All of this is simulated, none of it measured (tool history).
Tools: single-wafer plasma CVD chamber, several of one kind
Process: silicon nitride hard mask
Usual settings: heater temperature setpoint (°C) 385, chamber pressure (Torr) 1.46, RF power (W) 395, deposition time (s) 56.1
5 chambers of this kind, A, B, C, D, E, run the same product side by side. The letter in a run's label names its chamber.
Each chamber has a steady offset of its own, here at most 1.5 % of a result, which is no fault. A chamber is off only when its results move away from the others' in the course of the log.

run	day	heater temperature setpoint (°C)	chamber pressure (Torr)	RF power (W)	deposition time (s)	read-back reference wafer on the same gauge, thickness_nm	mean film thickness on the monitor wafer (Å)
1D	0.538	385	1.46	395	56.1	81.480	755.67
2A	1.175	385	1.46	395	56.1	81.532	755.48
3B	1.767	385	1.46	395	56.1	81.444	749.32
4E	2.233	385	1.46	395	56.1	81.564	748.12
5C	2.800	385	1.46	395	56.1	81.464	762.67
6D	3.250	385	1.46	395	56.1	81.570	757.63
7A	3.888	385	1.46	395	56.1	81.519	755.25
8E	4.258	396	1.46	395	56.1	81.422	743.63
9C	4.817	396	1.46	395	56.1	81.507	757.44
10B	5.121	396	1.46	395	56.1	81.403	738.10
11B	5.738	396	1.46	395	56.1	81.563	732.75
12C	6.342	396	1.46	395	56.1	81.484	745.64
13A	6.692	385	1.46	395	56.1	81.473	750.58
14D	7.012	385	1.46	395	56.1	81.427	750.77
15E	7.542	385	1.46	395	56.1	81.544	752.40
16B	8.017	385	1.46	395	56.1	81.469	741.45
17A	8.529	385	1.46	395	56.1	81.522	753.82
18C	8.929	385	1.46	395	56.1	81.564	748.85
19D	9.254	385	1.46	395	56.1	81.440	755.82
20E	9.771	394	1.46	395	56.1	81.507	751.21
# day 10.092: chamber E: capacitance manometer re-zeroed and calibrated
21C	10.262	394	1.46	395	56.1	81.461	737.71
22A	10.654	394	1.46	395	56.1	81.523	749.20
23E	11.283	394	1.46	395	56.1	81.482	744.54
24B	11.950	394	1.46	395	56.1	81.462	744.53
25D	12.346	385	1.46	395	56.1	81.536	758.34
26C	12.675	385	1.46	395	56.1	81.525	738.63
27A	13.312	385	1.46	440	66.7	81.534	951.74
28E	13.962	385	1.46	440	66.7	81.465	942.83
29D	14.633	385	1.46	440	66.7	81.470	955.49
30B	15.296	385	1.46	440	66.7	81.512	933.54
31C	15.633	385	1.46	440	66.7	81.408	940.11
32B	15.933	385	1.46	395	56.1	81.589	741.69
33D	16.492	385	1.46	395	56.1	81.511	759.53
34E	17.104	385	1.46	395	56.1	81.605	742.34
35A	17.758	385	1.46	395	56.1	81.608	760.09
# day 18.000: chamber D: thermocouple changed; heater temperature recalibrated
36D	18.183	385	1.46	395	56.1	81.467	756.23
37B	18.767	385	1.46	395	56.1	81.599	744.73
38A	19.138	385	1.46	395	56.1	81.390	750.35
39E	19.454	385	1.46	395	56.1	81.602	746.62
40C	19.804	385	1.72	395	56.1	81.340	768.21
41E	20.112	385	1.72	395	56.1	81.523	787.89

Next, every chamber runs the same settings. What will each give?
42A	20.596	385	1.46	395	56.1		?
42B	20.596	385	1.46	395	56.1		?
42C	20.596	385	1.46	395	56.1		?
42D	20.596	385	1.46	395	56.1		?
42E	20.596	385	1.46	395	56.1		?

run	mean film thickness on the monitor wafer (Å)
42A	750.75
42B	738.87
42C	726.24
42D	754.10
42E	747.63

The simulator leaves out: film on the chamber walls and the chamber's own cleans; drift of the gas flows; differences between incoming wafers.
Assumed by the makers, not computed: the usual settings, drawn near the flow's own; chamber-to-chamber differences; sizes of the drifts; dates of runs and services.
